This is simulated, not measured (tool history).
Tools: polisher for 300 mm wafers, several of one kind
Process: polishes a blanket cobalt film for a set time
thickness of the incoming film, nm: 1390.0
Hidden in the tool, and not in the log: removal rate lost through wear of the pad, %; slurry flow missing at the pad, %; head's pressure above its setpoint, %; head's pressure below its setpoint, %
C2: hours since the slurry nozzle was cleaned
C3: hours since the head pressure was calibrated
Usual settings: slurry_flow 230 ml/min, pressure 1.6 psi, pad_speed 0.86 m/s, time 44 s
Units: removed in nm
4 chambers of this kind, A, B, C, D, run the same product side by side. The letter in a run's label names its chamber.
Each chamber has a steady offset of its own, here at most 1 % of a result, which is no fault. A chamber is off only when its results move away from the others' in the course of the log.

Run 1A, hour 8.1: usual settings; wafers polished on this pad 971; C2 78.0; C3 292.3. Result: removed 128.81 nm.
At hour 11.8: chamber A: worn pad replaced by a new one.
At hour 16.8: chamber B: worn pad replaced by a new one.
Run 2D, hour 21.0: usual settings; wafers polished on this pad 731; C2 21.1; C3 271.2. Result: removed 128.88 nm.
At hour 28.1: chamber D: worn pad replaced by a new one.
Run 3C, hour 32.1: usual settings; wafers polished on this pad 1175; C2 340.3; C3 667.2. Result: removed 128.93 nm.
At hour 32.2: chamber C: worn pad replaced by a new one.
Run 4B, hour 38.4: usual settings; wafers polished on this pad 273; C2 150.5; C3 500.5. Result: removed 127.87 nm.
Run 5C, hour 48.1: usual settings; wafers polished on this pad 201; C2 356.3; C3 683.2. Result: removed 129.08 nm.
Run 6B, hour 61.2: usual settings; wafers polished on this pad 561; C2 173.3; C3 523.3. Result: removed 126.50 nm.
At hour 69.4: chamber B: worn pad replaced by a new one.
Run 7A, hour 71.4: usual settings; wafers polished on this pad 753; C2 141.3; C3 355.6. Result: removed 129.34 nm.
At hour 73.9: chamber C: head pressure recalibrated.
Run 8D, hour 78.4: usual settings; wafers polished on this pad 636; C2 78.5; C3 328.6. Result: removed 127.71 nm.
At hour 85.5: chamber A: worn pad replaced by a new one.
Run 9B, hour 86.5: usual settings; wafers polished on this pad 217; C2 198.6; C3 548.6. Result: removed 130.38 nm.
Run 10C, hour 93.0: usual settings; wafers polished on this pad 769; C2 401.2; C3 19.1. Result: removed 130.83 nm.
At hour 97.1: chamber D: worn pad replaced by a new one.
At hour 99.1: chamber D: head pressure recalibrated.
Run 11A, hour 105.3: usual settings; wafers polished on this pad 250; C2 175.2; C3 389.5. Result: removed 130.34 nm.
Run 12D, hour 117.2: usual settings; wafers polished on this pad 254; C2 117.3; C3 18.2. Result: removed 120.13 nm.
At hour 126.1: chamber C: worn pad replaced by a new one.
Run 13D, hour 126.8: usual settings; wafers polished on this pad 375; C2 126.9; C3 27.8. Result: removed 121.36 nm.
At hour 134.5: chamber B: worn pad replaced by a new one.
Run 14C, hour 139.6: usual settings; wafers polished on this pad 170; C2 447.8; C3 65.7. Result: removed 130.46 nm.
Run 15A, hour 148.7: usual settings; wafers polished on this pad 799; C2 218.6; C3 432.9. Result: removed 127.91 nm.
At hour 150.9: chamber A: worn pad replaced by a new one.
Run 16B, hour 162.7: usual settings; wafers polished on this pad 357; C2 274.8; C3 624.8. Result: removed 128.53 nm.
At hour 166.5: chamber D: worn pad replaced by a new one.
Run 17D, hour 170.6: usual settings; wafers polished on this pad 52; C2 170.7; C3 71.6. Result: removed 122.31 nm.
Run 18C, hour 178.7: usual settings; wafers polished on this pad 664; C2 486.9; C3 104.8. Result: removed 131.53 nm.
Run 19A, hour 186.2: usual settings; wafers polished on this pad 447; C2 256.1; C3 470.4. Result: removed 127.62 nm.
At hour 196.0: chamber B: worn pad replaced by a new one.
Run 20B, hour 198.9: usual settings; wafers polished on this pad 37; C2 311.0; C3 661.0. Result: removed 127.53 nm.
Run 21B, hour 207.8: usual settings; wafers polished on this pad 150; C2 319.9; C3 669.9. Result: removed 128.89 nm.
Run 22C, hour 214.2: usual settings; wafers polished on this pad 1113; C2 522.4; C3 140.3. Result: removed 130.16 nm.
Run 23D, hour 220.9: usual settings; wafers polished on this pad 687; C2 221.0; C3 121.9. Result: removed 119.82 nm.
At hour 225.6: chamber A: worn pad replaced by a new one.
Run 24A, hour 227.1: usual settings; wafers polished on this pad 20; C2 297.0; C3 511.3. Result: removed 128.29 nm.

What goes on in this fleet: one chamber off, a drifting gauge, or nothing beyond the chambers' own small offsets? Name the chamber and the cause, if any.

A service left chamber D off against the others.
Cause: head's pressure below its setpoint, % = 6.47.

Here are 4 candidates for chamber D's next run, each the usual settings with a change, their results left as question marks. Which one brings its results back in line with what the others give on the usual settings?
In line means no further than this from the other chambers' mean on the usual settings: removed 4.00 nm
Run 25D-1, hour 237.3: usual settings but time 43 s. Result: removed ?.
Run 25D-2, hour 237.3: usual settings but pressure 1.7 psi, pad_speed 0.88 m/s. Result: removed ?.
Run 25D-3, hour 237.3: usual settings but pad_speed 0.88 m/s. Result: removed ?.
Run 25D-4, hour 237.3: usual settings but pad_speed 0.80 m/s. Result: removed ?.

The other chambers' mean on the usual settings: removed 129.16 nm
  run  removed
25D-1   116.74
25D-2   129.95
25D-3   122.20
25D-4   111.25
25D-2 brings the chamber back in line.
